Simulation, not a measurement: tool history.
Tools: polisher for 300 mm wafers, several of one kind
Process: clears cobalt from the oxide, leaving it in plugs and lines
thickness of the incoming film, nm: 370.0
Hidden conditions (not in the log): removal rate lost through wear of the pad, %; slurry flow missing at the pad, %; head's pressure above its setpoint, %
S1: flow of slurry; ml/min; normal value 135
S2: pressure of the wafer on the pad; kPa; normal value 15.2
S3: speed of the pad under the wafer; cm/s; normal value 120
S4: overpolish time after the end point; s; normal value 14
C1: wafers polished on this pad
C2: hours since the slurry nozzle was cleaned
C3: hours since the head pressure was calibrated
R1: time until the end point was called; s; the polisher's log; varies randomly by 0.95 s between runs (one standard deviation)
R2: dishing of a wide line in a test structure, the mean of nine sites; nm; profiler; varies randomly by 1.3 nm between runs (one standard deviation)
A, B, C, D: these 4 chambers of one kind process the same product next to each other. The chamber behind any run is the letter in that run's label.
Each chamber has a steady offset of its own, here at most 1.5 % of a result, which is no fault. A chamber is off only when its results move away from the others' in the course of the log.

run 1D day=0.171 | S1=135 S2=15.2 S3=120 S4=14 | C1=524 C2=510.9 C3=463.0 | R1=53.631 R2=53.200
run 2A day=0.479 | S1=135 S2=15.2 S3=120 S4=14 | C1=548 C2=440.9 C3=237.6 | R1=53.159 R2=56.784
run 3B day=0.658 | S1=135 S2=15.2 S3=120 S4=14 | C1=500 C2=352.4 C3=390.7 | R1=54.361 R2=56.057
run 4C day=0.950 | S1=135 S2=15.2 S3=120 S4=14 | C1=1001 C2=101.3 C3=499.6 | R1=55.817 R2=55.237
run 5B day=1.179 | S1=135 S2=15.2 S3=120 S4=14 | C1=640 C2=364.9 C3=403.2 | R1=53.937 R2=54.870
run 6D day=1.425 | S1=135 S2=15.2 S3=120 S4=14 | C1=861 C2=541.0 C3=493.1 | R1=54.975 R2=55.809
-- day=1.504 chamber C: worn pad replaced by a new one
-- day=1.621 chamber B: worn pad replaced by a new one
-- day=1.662 chamber D: worn pad replaced by a new one
run 7A day=1.679 | S1=135 S2=15.2 S3=134 S4=14 | C1=870 C2=469.7 C3=266.4 | R1=48.199 R2=60.322
-- day=1.996 chamber A: worn pad replaced by a new one
run 8C day=2.062 | S1=135 S2=15.2 S3=134 S4=14 | C1=150 C2=128.0 C3=526.3 | R1=46.774 R2=56.069
run 9C day=2.429 | S1=135 S2=15.2 S3=134 S4=14 | C1=248 C2=136.8 C3=535.1 | R1=46.115 R2=57.039
run 10D day=2.704 | S1=135 S2=15.2 S3=134 S4=14 | C1=279 C2=571.7 C3=523.8 | R1=47.343 R2=57.968
run 11B day=3.054 | S1=135 S2=15.2 S3=120 S4=14 | C1=384 C2=409.9 C3=448.2 | R1=52.263 R2=55.322
run 12A day=3.429 | S1=135 S2=15.2 S3=120 S4=14 | C1=384 C2=511.7 C3=308.4 | R1=54.868 R2=51.688
-- day=3.479 chamber A: head pressure recalibrated
run 13C day=3.617 | S1=135 S2=15.2 S3=160 S4=19 | C1=566 C2=165.3 C3=563.6 | R1=39.505 R2=69.582
run 14A day=3.804 | S1=135 S2=15.2 S3=160 S4=19 | C1=485 C2=520.7 C3=7.8 | R1=40.015 R2=66.347
run 15D day=4.158 | S1=135 S2=15.2 S3=160 S4=19 | C1=669 C2=606.6 C3=558.7 | R1=40.135 R2=68.951
run 16B day=4.396 | S1=135 S2=15.2 S3=160 S4=19 | C1=744 C2=442.1 C3=480.4 | R1=38.888 R2=68.882
run 17D day=4.696 | S1=135 S2=15.2 S3=120 S4=14 | C1=813 C2=619.5 C3=571.6 | R1=54.921 R2=55.901
-- day=4.800 chamber B: worn pad replaced by a new one
run 18C day=4.900 | S1=135 S2=15.2 S3=120 S4=14 | C1=910 C2=196.1 C3=594.4 | R1=54.663 R2=54.807
run 19A day=5.229 | S1=135 S2=15.2 S3=120 S4=14 | C1=867 C2=554.9 C3=42.0 | R1=54.979 R2=54.825
-- day=5.400 chamber D: worn pad replaced by a new one
-- day=5.592 chamber A: worn pad replaced by a new one
run 20B day=5.612 | S1=135 S2=15.2 S3=120 S4=14 | C1=218 C2=471.3 C3=509.6 | R1=52.018 R2=55.733
run 21B day=5.921 | S1=135 S2=15.2 S3=120 S4=14 | C1=300 C2=478.7 C3=517.0 | R1=51.074 R2=57.827
run 22C day=6.138 | S1=135 S2=15.2 S3=120 S4=14 | C1=1242 C2=225.8 C3=624.1 | R1=55.061 R2=52.736
run 23D day=6.358 | S1=135 S2=15.2 S3=120 S4=14 | C1=257 C2=659.4 C3=611.5 | R1=54.493 R2=55.066
run 24A day=6.650 | S1=135 S2=15.2 S3=120 S4=14 | C1=284 C2=589.0 C3=76.1 | R1=56.548 R2=51.241
run 25A day=7.038 | S1=135 S2=15.2 S3=120 S4=14 | C1=388 C2=598.3 C3=85.4 | R1=59.640 R2=52.295
run 26B day=7.379 | S1=135 S2=15.2 S3=120 S4=14 | C1=691 C2=513.7 C3=552.0 | R1=52.465 R2=55.254
run 27D day=7.617 | S1=135 S2=15.2 S3=120 S4=14 | C1=595 C2=689.6 C3=641.7 | R1=54.096 R2=55.908

Each of the 4 chambers runs these same settings next. Fill in every chamber's results:
run 28A day=7.896 | S1=135 S2=15.2 S3=120 S4=14 | R1=? R2=?
run 28B day=7.896 | S1=135 S2=15.2 S3=120 S4=14 | R1=? R2=?
run 28C day=7.896 | S1=135 S2=15.2 S3=120 S4=14 | R1=? R2=?
run 28D day=7.896 | S1=135 S2=15.2 S3=120 S4=14 | R1=? R2=?

run=28A R1=58.926 R2=50.186
run=28B R1=53.689 R2=55.093
run=28C R1=55.381 R2=53.318
run=28D R1=52.874 R2=54.160
